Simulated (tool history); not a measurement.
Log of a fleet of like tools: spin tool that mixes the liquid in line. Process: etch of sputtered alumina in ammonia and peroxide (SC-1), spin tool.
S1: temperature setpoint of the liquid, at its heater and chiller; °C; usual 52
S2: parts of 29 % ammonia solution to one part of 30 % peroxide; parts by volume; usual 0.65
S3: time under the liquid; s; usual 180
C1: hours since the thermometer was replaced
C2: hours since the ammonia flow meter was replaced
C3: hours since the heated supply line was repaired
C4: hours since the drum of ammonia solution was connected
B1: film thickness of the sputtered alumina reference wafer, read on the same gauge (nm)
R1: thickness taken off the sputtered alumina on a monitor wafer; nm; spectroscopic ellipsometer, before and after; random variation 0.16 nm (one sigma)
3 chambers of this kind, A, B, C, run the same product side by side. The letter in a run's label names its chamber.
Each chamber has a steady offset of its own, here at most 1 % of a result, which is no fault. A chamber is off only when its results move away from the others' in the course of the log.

run,hour,S1,S2,S3,C1,C2,C3,C4,B1,R1
1C,7.6,52,0.65,180,464.9,907.4,393.5,192.3,150.02,16.34
2A,17.7,52,0.65,180,1319.6,232.3,1357.7,130.1,150,16.133
3B,26.9,52,0.65,180,1024.5,598.4,949.1,619.2,149.99,16.107
4B,35,52,0.65,180,1032.6,606.5,957.2,627.3,149.96,16.2
5C,44.5,52,0.65,180,501.8,944.3,430.4,229.2,150.03,16.674
6A,55.1,52,0.65,180,1357,269.7,1395.1,167.5,149.98,15.939
7B,64,52,0.65,180,1061.6,635.5,986.2,656.3,150.01,16.362
# hour 71.7: chamber A: new drum of ammonia solution connected
8A,73.9,52,0.65,180,1375.8,288.5,1413.9,2.3,150.01,16.086
# hour 74.1: chamber C: ammonia flow meter replaced
9C,81.7,52,0.65,180,539,7.6,467.6,266.4,149.99,16.215
10C,88,52,0.65,180,545.3,13.9,473.9,272.7,150.01,16.255
11A,98.3,52,0.65,180,1400.2,312.9,1438.3,26.7,149.97,16.083
12B,105,52,0.65,180,1102.6,676.5,1027.2,697.3,150.02,16.229
13B,110.5,52,0.65,180,1108.1,682,1032.7,702.8,149.95,16.23
14A,120.1,52,0.65,180,1422,334.7,1460.1,48.5,149.96,16.255
15C,131.6,52,0.65,180,588.9,57.5,517.5,316.3,149.98,16.377
16B,137.7,52,0.65,180,1135.3,709.2,1059.9,730,150.03,16.623
17A,146.4,52,0.65,180,1448.3,361,1486.4,74.8,150.01,16.618
18C,154.3,52,0.65,180,611.6,80.2,540.2,339,150.01,15.985
19C,163.9,52,0.65,180,621.2,89.8,549.8,348.6,150.02,16.396
20A,170.7,52,0.65,180,1472.6,385.3,1510.7,99.1,150.01,16.285
21B,177,52,0.65,180,1174.6,748.5,1099.2,769.3,149.98,16.12
22B,184.3,52,0.65,180,1181.9,755.8,1106.5,776.6,150,16.255
23A,192.8,52,0.65,180,1494.7,407.4,1532.8,121.2,150,16.424
# hour 196.3: chamber B: ammonia flow meter replaced
24C,198.7,52,0.65,180,656,124.6,584.6,383.4,149.97,16.54
25C,209.6,52,0.4,115,666.9,135.5,595.5,394.3,149.99,9.9297
26A,217.9,52,0.4,115,1519.8,432.5,1557.9,146.3,150,9.8853
27B,226.1,52,0.4,115,1223.7,29.8,1148.3,818.4,150.03,9.6781
28C,232.1,52,0.65,180,689.4,158,618,416.8,149.98,16.616
# hour 232.4: chamber B: new drum of ammonia solution connected
29A,238,52,0.65,180,1539.9,452.6,1578,166.4,150.01,16.178
30B,243.6,52,0.65,180,1241.2,47.3,1165.8,11.3,150,15.807
31A,255.1,52,0.65,180,1557,469.7,1595.1,183.5,149.99,16.016
# hour 262.2: chamber A: new drum of ammonia solution connected
32C,262.9,52,0.65,180,720.2,188.8,648.8,447.6,150.02,16.398
33B,274.1,52,0.65,180,1271.7,77.8,1196.3,41.8,149.99,15.605
34B,284.6,52,0.9,85,1282.2,88.3,1206.8,52.3,149.99,7.6934
35C,292,52,0.9,85,749.3,217.9,677.9,476.7,150,8.0705
36A,302.3,52,0.9,85,1604.2,516.9,1642.3,40.1,150,7.8986
37B,308.3,52,0.65,180,1305.9,112,1230.5,76,150.02,15.517
38C,313.7,52,0.65,180,771,239.6,699.6,498.4,149.94,16.31
39A,318.9,52,0.65,180,1620.8,533.5,1658.9,56.7,150.01,16.338
40B,327.5,52,0.65,180,1325.1,131.2,1249.7,95.2,150.02,15.758
41C,332.6,52,0.65,180,789.9,258.5,718.5,517.3,150.02,16.174
42A,338.3,52,0.65,180,1640.2,552.9,1678.3,76.1,149.99,16.189
43C,346.9,52,0.65,180,804.2,272.8,732.8,531.6,149.99,16.459

What goes on in this fleet: one chamber off, a drifting gauge, or nothing beyond the chambers' own small offsets? Name the chamber and the cause, if any.

Chamber B drifts away from the others.
Cause: temperature lost on the way to the wafer (K) = 0.976.
The log may not tell that from: liquid colder than its thermometer reads (K).

Here are 4 candidates for chamber B's next run, each the usual settings with a change, their results left as question marks. Which one brings its results back in line with what the others give on the usual settings?
In line means no further than this from the other chambers' mean on the usual settings: R1 0.56 nm
44B-1,355.1,51.5,0.65,175,,,,,,?
44B-2,355.1,52.5,0.65,185,,,,,,?
44B-3,355.1,53,0.65,190,,,,,,?
44B-4,355.1,51,0.65,170,,,,,,?

The other chambers' mean on the usual settings: R1 16.28 nm
run,R1
44B-1,14.596
44B-2,16.314
44B-3,17.216
44B-4,13.795
44B-2 brings the chamber back in line.
